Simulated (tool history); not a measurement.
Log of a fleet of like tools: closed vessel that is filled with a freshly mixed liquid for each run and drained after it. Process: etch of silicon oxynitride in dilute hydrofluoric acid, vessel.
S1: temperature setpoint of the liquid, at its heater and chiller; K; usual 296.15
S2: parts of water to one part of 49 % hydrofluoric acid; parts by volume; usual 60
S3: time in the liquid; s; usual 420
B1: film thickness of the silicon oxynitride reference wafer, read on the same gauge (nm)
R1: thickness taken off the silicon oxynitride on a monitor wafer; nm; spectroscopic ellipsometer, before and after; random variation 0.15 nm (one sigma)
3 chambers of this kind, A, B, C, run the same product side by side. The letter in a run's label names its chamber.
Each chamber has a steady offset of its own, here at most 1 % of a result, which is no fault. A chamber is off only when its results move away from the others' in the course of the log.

run	hour	S1	S2	S3	B1	R1
1A	12.3	296.15	60	420	109.99	32.692
2B	20.9	296.15	60	420	110.01	33.061
3C	31.8	296.15	60	420	109.98	32.911
4C	41	296.15	60	420	110	33.034
5A	52.4	296.15	60	420	109.99	32.794
6B	60.8	296.15	30	420	110	67.494
7A	73.4	296.15	30	420	110.01	68.731
8B	85.2	296.15	30	420	109.97	67.983
9C	96.3	296.15	60	420	109.96	33.201
10B	106.8	296.15	60	420	109.99	32.834
11A	118.2	296.15	60	420	110	32.747
# hour 125.4: chamber C: thermometer replaced
12C	127.6	296.15	70	540	110.01	35.895
13A	133.5	296.15	70	540	110.01	35.69
# hour 136.8: chamber C: hydrofluoric acid flow meter replaced
14B	143.9	296.15	70	540	110.06	36.035
15C	155.2	296.15	60	420	110.01	33.109
16B	167.3	293.65	60	420	109.99	29.222
17A	177.9	293.65	60	420	110.03	28.798
18C	186.4	293.65	60	420	109.99	29.204
19B	192.9	296.15	60	420	109.97	32.807
20C	201.7	296.15	80	420	110	24.355
21A	207.6	296.15	80	420	110.04	24.071
22C	214	296.15	80	420	110.01	24.517
23A	225.6	296.15	60	420	109.99	32.959
24B	236.6	296.15	60	420	110	32.802
25C	249.5	296.15	60	420	110	33.275
26B	258.3	296.15	60	420	109.99	33.144
27A	264.8	296.15	60	420	110.01	32.77
28A	277.6	298.65	60	420	110.01	36.995

Is one chamber off against the others, does the gauge drift, or is nothing wrong? If a chamber is off, say which, and what the likeliest cause is.

No chamber stands off beyond its own small offset, and the gauge holds steady.
